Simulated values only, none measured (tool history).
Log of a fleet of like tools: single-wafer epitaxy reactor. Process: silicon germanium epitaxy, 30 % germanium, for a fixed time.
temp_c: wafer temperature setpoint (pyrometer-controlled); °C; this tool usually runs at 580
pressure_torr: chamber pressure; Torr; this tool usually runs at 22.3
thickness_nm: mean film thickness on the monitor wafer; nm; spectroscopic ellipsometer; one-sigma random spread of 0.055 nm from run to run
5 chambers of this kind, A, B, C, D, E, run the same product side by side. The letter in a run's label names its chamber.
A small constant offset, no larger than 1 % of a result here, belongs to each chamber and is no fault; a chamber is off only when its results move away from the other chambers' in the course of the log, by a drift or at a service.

run	hour	temp_c	pressure_torr	read-back reference wafer on the same gauge, thickness_nm	thickness_nm
1B	7.3	580	22.3	45.323	42.148
2C	17	580	22.3	45.313	42.556
3A	24.6	580	22.3	45.324	42.607
4E	33.5	580	22.3	45.32	42.702
5D	38.2	580	22.3	45.334	42.595
6D	44.5	585	22.3	45.336	46.878
7B	50	585	22.3	45.342	46.585
8C	58.2	585	22.3	45.342	46.861
9A	65	585	22.3	45.334	46.942
10E	70.9	585	22.3	45.376	47.125
11C	79	580	22.3	45.354	42.574
12D	83.8	580	22.3	45.357	42.614
13B	91.4	580	22.3	45.368	42.327
14A	95.7	580	22.3	45.375	42.697
15E	103.4	580	19.3	45.374	40.367
16D	109.7	580	19.3	45.385	40.228
17B	119.1	580	19.3	45.38	39.942
18C	127.5	580	19.3	45.399	40.161
19A	134.9	580	19.3	45.4	40.194
20E	144.6	566	22.3	45.415	32.492
21C	154.3	566	22.3	45.43	32.274
22D	159.2	566	22.3	45.411	32.616
23A	166.2	566	22.3	45.419	32.411
24B	172.2	566	22.3	45.437	32.228
25E	179.8	580	22.3	45.41	42.818
26B	189	580	22.3	45.451	42.351
27E	195.6	580	22.3	45.441	42.8
28D	200.6	580	22.3	45.446	42.838
29A	210.3	580	22.3	45.452	42.725
30C	215.5	580	22.3	45.452	42.706
31E	222.2	580	22.3	45.458	42.755
32C	227.5	580	22.3	45.486	42.639
33B	235.9	580	22.3	45.481	42.322
34A	245.4	580	25.2	45.482	44.911
35D	254.5	580	25.2	45.509	44.937
36D	259.9	580	25.2	45.504	44.949
37C	266.3	580	25.2	45.493	44.846
38B	275.3	580	25.2	45.491	44.477
39A	285	580	22.3	45.527	42.722
40E	291.4	580	22.3	45.532	42.928
41D	296.1	580	22.3	45.535	42.799
42B	305.4	580	22.3	45.525	42.532
43C	309.7	580	22.3	45.526	42.626

All 5 chambers run these settings next. Forecast each chamber's results:
44A	316.7	580	22.3		?
44B	316.7	580	22.3		?
44C	316.7	580	22.3		?
44D	316.7	580	22.3		?
44E	316.7	580	22.3		?

run	thickness_nm
44A	42.815
44B	42.517
44C	42.701
44D	42.816
44E	42.834

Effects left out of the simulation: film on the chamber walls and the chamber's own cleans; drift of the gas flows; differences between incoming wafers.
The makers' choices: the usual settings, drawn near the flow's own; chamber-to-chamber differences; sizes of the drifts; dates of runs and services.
